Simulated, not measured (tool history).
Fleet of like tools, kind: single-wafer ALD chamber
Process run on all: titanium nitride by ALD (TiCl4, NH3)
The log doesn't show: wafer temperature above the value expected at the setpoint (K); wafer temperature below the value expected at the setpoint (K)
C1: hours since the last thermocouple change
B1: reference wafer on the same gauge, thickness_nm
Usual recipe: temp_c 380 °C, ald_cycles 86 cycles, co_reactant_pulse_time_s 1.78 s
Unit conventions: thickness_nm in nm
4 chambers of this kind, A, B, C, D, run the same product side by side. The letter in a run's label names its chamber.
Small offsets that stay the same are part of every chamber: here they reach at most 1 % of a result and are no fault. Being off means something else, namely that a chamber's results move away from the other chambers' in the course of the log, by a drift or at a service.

Run 1C, hour 13.0: usual settings; C1 2451.7; B1 1.9406. Result: thickness_nm 1.8483 nm.
Run 2A, hour 21.6: usual settings; C1 146.5; B1 1.9420. Result: thickness_nm 1.8484 nm.
Run 3B, hour 31.9: usual settings; C1 45.4; B1 1.9392. Result: thickness_nm 1.8284 nm.
Run 4D, hour 43.7: usual settings; C1 613.8; B1 1.9399. Result: thickness_nm 1.8664 nm.
Run 5C, hour 53.8: usual settings but ald_cycles 79 cycles; C1 2492.5; B1 1.9374. Result: thickness_nm 1.6976 nm.
Run 6D, hour 60.7: usual settings but ald_cycles 79 cycles; C1 630.8; B1 1.9388. Result: thickness_nm 1.6960 nm.
Run 7B, hour 72.0: usual settings but ald_cycles 79 cycles; C1 85.5; B1 1.9373. Result: thickness_nm 1.7007 nm.
Run 8A, hour 82.5: usual settings but ald_cycles 79 cycles; C1 207.4; B1 1.9403. Result: thickness_nm 1.6939 nm.
Run 9C, hour 90.2: usual settings; C1 2528.9; B1 1.9407. Result: thickness_nm 1.8449 nm.
Run 10D, hour 105.3: usual settings; C1 675.4; B1 1.9397. Result: thickness_nm 1.8673 nm.
Run 11A, hour 117.7: usual settings; C1 242.6; B1 1.9370. Result: thickness_nm 1.8252 nm.
Run 12B, hour 131.4: usual settings; C1 144.9; B1 1.9377. Result: thickness_nm 1.8464 nm.
Run 13D, hour 140.3: usual settings but temp_c 391 °C; C1 710.4; B1 1.9425. Result: thickness_nm 1.8961 nm.
Run 14B, hour 151.9: usual settings but temp_c 391 °C; C1 165.4; B1 1.9405. Result: thickness_nm 1.8585 nm.
Run 15A, hour 159.3: usual settings but temp_c 391 °C; C1 284.2; B1 1.9389. Result: thickness_nm 1.8534 nm.
Run 16C, hour 170.6: usual settings but temp_c 391 °C; C1 2609.3; B1 1.9390. Result: thickness_nm 1.8652 nm.
Run 17B, hour 185.3: usual settings; C1 198.8; B1 1.9400. Result: thickness_nm 1.8425 nm.
Run 18C, hour 194.5: usual settings; C1 2633.2; B1 1.9401. Result: thickness_nm 1.8248 nm.
Run 19A, hour 207.9: usual settings; C1 332.8; B1 1.9398. Result: thickness_nm 1.8101 nm.
Run 20D, hour 222.9: usual settings but temp_c 372 °C; C1 793.0; B1 1.9398. Result: thickness_nm 1.8445 nm.
Run 21A, hour 230.4: usual settings but temp_c 372 °C; C1 355.3; B1 1.9417. Result: thickness_nm 1.8376 nm.
Run 22B, hour 245.0: usual settings but temp_c 372 °C; C1 258.5; B1 1.9386. Result: thickness_nm 1.8239 nm.
Run 23D, hour 253.1: usual settings but temp_c 372 °C; C1 823.2; B1 1.9373. Result: thickness_nm 1.8397 nm.
Run 24C, hour 261.9: usual settings; C1 2700.6; B1 1.9406. Result: thickness_nm 1.8621 nm.
Run 25D, hour 269.7: usual settings; C1 839.8; B1 1.9394. Result: thickness_nm 1.8762 nm.
Run 26C, hour 283.1: usual settings; C1 2721.8; B1 1.9392. Result: thickness_nm 1.8453 nm.
Run 27A, hour 296.6: usual settings; C1 421.5; B1 1.9367. Result: thickness_nm 1.8225 nm.
Run 28B, hour 311.6: usual settings; C1 325.1; B1 1.9391. Result: thickness_nm 1.8488 nm.
Run 29B, hour 321.9: usual settings; C1 335.4; B1 1.9429. Result: thickness_nm 1.8446 nm.
Run 30D, hour 334.3: usual settings; C1 904.4; B1 1.9427. Result: thickness_nm 1.8662 nm.
Run 31C, hour 349.0: usual settings; C1 2787.7; B1 1.9409. Result: thickness_nm 1.8603 nm.
Run 32A, hour 363.8: usual settings but co_reactant_pulse_time_s 2.31 s; C1 488.7; B1 1.9391. Result: thickness_nm 1.8693 nm.
Run 33D, hour 377.8: usual settings but co_reactant_pulse_time_s 2.31 s; C1 947.9; B1 1.9404. Result: thickness_nm 1.9088 nm.
Run 34C, hour 387.0: usual settings but co_reactant_pulse_time_s 2.31 s; C1 2825.7; B1 1.9409. Result: thickness_nm 1.8718 nm.

One chamber off, gauge drift, or nothing amiss beyond the chambers' own small offsets? If it is a chamber, which one, and what is the likeliest cause?

No chamber stands off beyond its own small offset, and the gauge holds steady.
